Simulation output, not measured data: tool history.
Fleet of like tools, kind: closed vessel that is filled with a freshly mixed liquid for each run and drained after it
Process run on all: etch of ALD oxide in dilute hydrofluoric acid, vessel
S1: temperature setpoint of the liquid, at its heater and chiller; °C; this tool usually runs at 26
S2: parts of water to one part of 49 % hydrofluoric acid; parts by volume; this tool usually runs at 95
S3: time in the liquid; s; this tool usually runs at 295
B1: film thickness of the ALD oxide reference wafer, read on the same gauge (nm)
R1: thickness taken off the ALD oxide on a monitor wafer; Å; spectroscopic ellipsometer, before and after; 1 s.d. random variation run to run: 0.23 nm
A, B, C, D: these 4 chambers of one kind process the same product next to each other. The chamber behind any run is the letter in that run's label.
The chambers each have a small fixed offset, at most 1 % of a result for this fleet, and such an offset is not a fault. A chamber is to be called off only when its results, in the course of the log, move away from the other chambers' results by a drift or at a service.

| run | hour | S1 | S2 | S3 | B1 | R1 |
|---|---|---|---|---|---|---|
| 1A | 7.7 | 26 | 95 | 295 | 140.01 | 590.28 |
| 2B | 13.5 | 26 | 95 | 295 | 139.99 | 587.78 |
| 3D | 18.4 | 26 | 95 | 295 | 140 | 593.52 |
| 4C | 23.8 | 26 | 95 | 295 | 139.99 | 583.08 |
| 5D | 28.6 | 26 | 95 | 295 | 140.02 | 596.06 |
| 6A | 34 | 28.5 | 95 | 380 | 139.98 | 837 |
| 7C | 38.5 | 28.5 | 95 | 380 | 140 | 831.73 |
| 8B | 44.2 | 28.5 | 95 | 380 | 139.99 | 837.43 |
| 9B | 52.2 | 28.5 | 95 | 380 | 140.02 | 834.26 |
| 10C | 58 | 26 | 95 | 295 | 140 | 585.62 |
| 11D | 64.9 | 26 | 95 | 295 | 140.01 | 594.83 |
| 12A | 72 | 26 | 95 | 295 | 140 | 590.58 |
| 13D | 80.8 | 26 | 75 | 375 | 140.02 | 982.49 |
| 14C | 90.1 | 26 | 75 | 375 | 139.99 | 969.94 |
| 15A | 97.4 | 26 | 75 | 375 | 140 | 979.88 |
| 16B | 102.3 | 26 | 75 | 375 | 140 | 968 |
|  | 108.2 | chamber C: thermometer replaced |
| 17D | 109.5 | 26 | 95 | 295 | 139.99 | 591.82 |
| 18C | 119 | 26 | 95 | 295 | 140 | 585.11 |
| 19B | 127 | 26 | 95 | 295 | 140.01 | 583.41 |
| 20A | 134.2 | 26 | 95 | 295 | 139.99 | 587.72 |
| 21C | 139.4 | 26 | 95 | 295 | 140 | 592.81 |
| 22A | 148.1 | 26 | 95 | 295 | 139.99 | 588.18 |
| 23D | 155.3 | 26 | 95 | 295 | 140 | 591.87 |
| 24B | 160.6 | 26 | 95 | 295 | 139.99 | 588.72 |
| 25C | 169.2 | 26 | 95 | 295 | 140 | 595.02 |
| 26D | 178.7 | 24 | 130 | 295 | 140.01 | 380.95 |
| 27B | 185.1 | 24 | 130 | 295 | 139.99 | 386.76 |
| 28A | 193 | 24 | 130 | 295 | 139.99 | 381.55 |
|  | 198.6 | chamber D: hydrofluoric acid flow meter replaced |
| 29A | 201.6 | 24 | 130 | 295 | 140.01 | 379.47 |
| 30B | 206.1 | 26 | 95 | 295 | 140 | 590.57 |
| 31D | 210.9 | 26 | 95 | 295 | 139.99 | 589.42 |
| 32C | 217.1 | 26 | 95 | 295 | 139.99 | 600.09 |
| 33D | 225.3 | 23.5 | 95 | 295 | 139.99 | 536.62 |
| 34C | 232.4 | 23.5 | 95 | 295 | 140.02 | 550 |
| 35B | 241.5 | 23.5 | 95 | 295 | 139.98 | 537.03 |
| 36A | 250.1 | 23.5 | 95 | 295 | 139.99 | 537.77 |

Read the log: is a single chamber off, either drifting away or since a service, is the gauge that measures every chamber drifting, or is nothing wrong beyond small per-chamber offsets? Name any odd chamber and what most likely caused it.

It is chamber C that slowly wanders off from its peers.
Cause: hydrofluoric acid flow above the setpoint (%) = 3.73.

Chamber C could run next with any of the 4 candidate recipes listed below; each alters the usual settings, and their results appear as question marks. Which one brings its results back in line with what the other chambers deliver on the usual settings?
In line here means within this much of the mean the other chambers give on the usual settings: R1 8.1 Å
| 37C-1 | 257.2 | 26 | 95 | 285 |  | ? |
| 37C-2 | 257.2 | 26 | 90 | 295 |  | ? |
| 37C-3 | 257.2 | 26 | 100 | 295 |  | ? |
| 37C-4 | 257.2 | 26 | 95 | 305 |  | ? |

Average result of the remaining chambers running the usual settings: R1 590.33 Å
| run | R1 |
|---|---|
| 37C-1 | 587.5 |
| 37C-2 | 646.63 |
| 37C-3 | 573.64 |
| 37C-4 | 628.73 |
37C-1 puts the chamber back in line with the other chambers.
